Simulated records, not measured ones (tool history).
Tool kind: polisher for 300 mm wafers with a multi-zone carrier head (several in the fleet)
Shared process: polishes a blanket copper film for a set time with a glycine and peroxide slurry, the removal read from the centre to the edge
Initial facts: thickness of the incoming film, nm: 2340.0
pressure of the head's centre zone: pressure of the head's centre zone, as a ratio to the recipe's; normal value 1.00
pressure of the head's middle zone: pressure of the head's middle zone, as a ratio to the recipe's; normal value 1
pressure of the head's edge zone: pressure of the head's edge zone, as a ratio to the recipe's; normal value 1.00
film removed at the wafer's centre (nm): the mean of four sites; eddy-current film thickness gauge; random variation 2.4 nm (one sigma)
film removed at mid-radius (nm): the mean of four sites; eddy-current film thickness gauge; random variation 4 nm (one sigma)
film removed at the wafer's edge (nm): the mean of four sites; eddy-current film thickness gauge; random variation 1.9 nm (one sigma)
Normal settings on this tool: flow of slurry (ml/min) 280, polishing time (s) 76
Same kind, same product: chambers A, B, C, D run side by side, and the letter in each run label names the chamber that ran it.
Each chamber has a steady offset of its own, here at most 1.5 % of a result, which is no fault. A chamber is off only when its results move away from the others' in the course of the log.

run,day,flow of slurry (ml/min),pressure of the head's centre zone,pressure of the head's middle zone,pressure of the head's edge zone,polishing time (s),film removed at the wafer's centre (nm),film removed at mid-radius (nm),film removed at the wafer's edge (nm)
1D,0.162,280,1.00,1,1.00,76,285.56,279.69,281.78
2B,0.338,280,1.00,1,1.00,76,280.33,275.36,278.07
3C,0.504,280,1.00,1,1.00,76,278.17,282.37,283.82
# day 0.525: chamber D: centre zone pressure recalibrated
4A,0.700,280,1.00,1,1.00,76,277.95,286.50,281.00
5B,0.892,280,1.00,1,1.11,76,283.11,275.89,299.58
6D,0.992,280,1.00,1,1.11,76,282.15,278.79,299.05
7C,1.092,280,1.00,1,1.11,76,278.83,277.24,300.50
8A,1.279,280,1.00,1,1.11,76,276.85,280.51,291.75
9A,1.488,280,1.00,1,1.00,76,278.67,271.91,278.51
10D,1.683,280,1.00,1,1.00,76,281.50,281.93,276.58
# day 1.688: chamber B: worn pad replaced by a new one
11C,1.817,280,1.00,1,1.00,76,278.61,283.92,277.90
12B,1.992,280,1.00,1,1.00,76,279.60,283.57,283.58
# day 2.012: chamber A: worn pad replaced by a new one
13D,2.154,280,1.00,1,1.00,76,280.79,275.94,276.39
14A,2.288,280,1.00,1,1.00,76,281.98,276.53,280.21
15C,2.454,280,1.00,1,1.00,76,278.50,285.28,276.25
16B,2.575,280,1.00,1,1.00,76,279.37,275.77,279.68
17B,2.746,280,1.00,1,1.00,76,278.94,274.75,283.22
18A,2.908,280,1.00,1,1.00,76,279.68,278.54,277.72
19D,3.112,280,1.00,1,1.00,76,275.05,275.49,272.44
20C,3.258,280,1.00,1,1.00,76,283.46,279.98,278.49
# day 3.262: chamber C: worn pad replaced by a new one
21A,3.438,280,1.00,1,1.00,76,281.79,278.94,276.69
# day 3.542: chamber A: centre zone pressure recalibrated
22B,3.583,280,1.00,1,1.00,76,280.40,282.33,279.89
23D,3.792,280,1.00,1,1.00,76,273.85,266.30,272.11
24C,3.908,280,1.00,1,1.00,76,278.97,278.88,281.44
25C,4.100,280,1.06,1,1.00,55,213.76,205.41,203.78
26D,4.200,280,1.06,1,1.00,55,206.74,193.97,195.10
# day 4.238: chamber A: worn pad replaced by a new one
27B,4.412,280,1.06,1,1.00,55,216.63,202.85,204.14
28A,4.571,280,1.06,1,1.00,55,218.22,203.55,200.20
29B,4.754,280,1.00,1,1.00,76,279.24,277.37,279.89
30C,4.908,280,1.00,1,1.00,76,278.44,282.63,281.73
31D,5.112,280,1.00,1,1.00,76,267.18,266.13,268.64
32A,5.258,280,1.00,1,1.00,76,279.04,275.80,272.06

Which is it: a chamber that has drifted or been left off by a service, a gauge drift common to all chambers, or only each chamber's usual small offset? If a chamber is off, name it and its likeliest cause.

It is chamber D that slowly wanders off from its peers.
Likeliest cause: removal rate lost through wear of the pad, % = 5.73.
With only this log, it may be confused with: slurry flow missing at the pad, %.

Here are 4 candidates for chamber D's next run, each the usual settings with a change, their results left as question marks. Which one brings its results back in line with what the others give on the usual settings?
Maximum distance from the other chambers' mean on the usual settings for a result to count as in line: film removed at the wafer's centre (nm) 8.20; film removed at mid-radius (nm) 14.00; film removed at the wafer's edge (nm) 6.50
33D-1,5.412,280,1.01,1,0.99,69,?,?,?
33D-2,5.412,280,1.00,1,0.99,72,?,?,?
33D-3,5.412,280,1.00,1,1.01,80,?,?,?
33D-4,5.412,280,0.99,1,1.01,83,?,?,?

On the usual settings, the other chambers give on average: film removed at the wafer's centre (nm) 279.59; film removed at mid-radius (nm) 278.73; film removed at the wafer's edge (nm) 279.79
run,film removed at the wafer's centre (nm),film removed at mid-radius (nm),film removed at the wafer's edge (nm)
33D-1,244.33,241.87,239.89
33D-2,252.16,252.40,250.32
33D-3,280.17,280.44,281.05
33D-4,287.46,290.97,291.59
33D-3 brings the chamber back in line.
